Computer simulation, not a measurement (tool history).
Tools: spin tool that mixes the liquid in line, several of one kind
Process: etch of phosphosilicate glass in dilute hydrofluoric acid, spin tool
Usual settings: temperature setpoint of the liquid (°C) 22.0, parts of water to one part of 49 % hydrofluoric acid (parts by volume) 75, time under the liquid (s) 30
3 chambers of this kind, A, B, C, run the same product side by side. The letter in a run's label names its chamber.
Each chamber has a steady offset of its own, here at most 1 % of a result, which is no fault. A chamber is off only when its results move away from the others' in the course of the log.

run	day	temperature setpoint of the liquid (°C)	parts of water to one part of 49 % hydrofluoric acid (parts by volume)	time under the liquid (s)	read-back film thickness of the phosphosilicate glass reference wafer, read on the same gauge (nm)	thickness taken off the phosphosilicate glass on a monitor wafer (angstrom)
1B	0.388	22.0	75	30	29.989	684.72
2A	0.738	22.0	75	30	30.008	694.34
3C	1.200	22.0	75	30	30.014	690.31
4C	1.592	22.0	75	30	29.977	690.30
5B	2.200	22.0	75	30	29.991	689.71
6A	2.558	22.0	75	30	30.013	690.24
7B	3.158	22.0	75	30	29.986	688.17
8A	3.662	22.0	75	20	30.006	465.43
9C	4.100	22.0	75	20	29.996	460.97
10C	4.733	22.0	75	20	29.997	459.60
11A	5.292	22.0	75	30	29.992	695.05
# day 5.804: chamber A: hydrofluoric acid flow meter replaced
12B	5.867	22.0	110	30	30.000	463.61
# day 5.921: chamber C: thermometer replaced
13C	6.500	22.0	110	30	29.980	450.69
14B	6.821	22.0	110	30	29.996	466.34
15A	7.346	22.0	75	30	30.013	693.06
16A	7.775	22.0	75	30	30.012	688.83
17B	8.396	22.0	75	30	30.003	728.91
18C	8.725	22.0	75	30	30.005	677.23
19A	9.108	22.0	75	30	29.984	687.50
20B	9.471	22.0	75	30	30.000	737.74
21C	10.025	22.0	75	30	29.989	689.44
22C	10.658	22.0	75	30	29.997	694.37
23B	11.233	22.0	75	30	30.023	748.34
24A	11.700	22.0	75	30	29.987	688.60
25C	12.071	22.0	60	15	29.984	434.21
26A	12.533	22.0	60	15	30.012	436.65

What goes on in this fleet: one chamber off, a drifting gauge, or nothing beyond the chambers' own small offsets? Name the chamber and the cause, if any.

Chamber B drifts away from the others.
Cause: liquid hotter than its thermometer reads (K) = 2.63.
The log may not tell that from: hydrofluoric acid flow above the setpoint (%).

Here are 4 candidates for chamber B's next run, each the usual settings with a change, their results left as question marks. Which one brings its results back in line with what the others give on the usual settings?
In line means no further than this from the other chambers' mean on the usual settings: thickness taken off the phosphosilicate glass on a monitor wafer (angstrom) 19.00
27B-1	13.008	25.0	75	30		?
27B-2	13.008	22.0	80	30		?
27B-3	13.008	23.5	75	30		?
27B-4	13.008	19.0	75	30		?

The other chambers' mean on the usual settings: thickness taken off the phosphosilicate glass on a monitor wafer (angstrom) 688.86
run	thickness taken off the phosphosilicate glass on a monitor wafer (angstrom)
27B-1	868.45
27B-2	719.56
27B-3	819.26
27B-4	684.98
27B-4 brings the chamber back in line.

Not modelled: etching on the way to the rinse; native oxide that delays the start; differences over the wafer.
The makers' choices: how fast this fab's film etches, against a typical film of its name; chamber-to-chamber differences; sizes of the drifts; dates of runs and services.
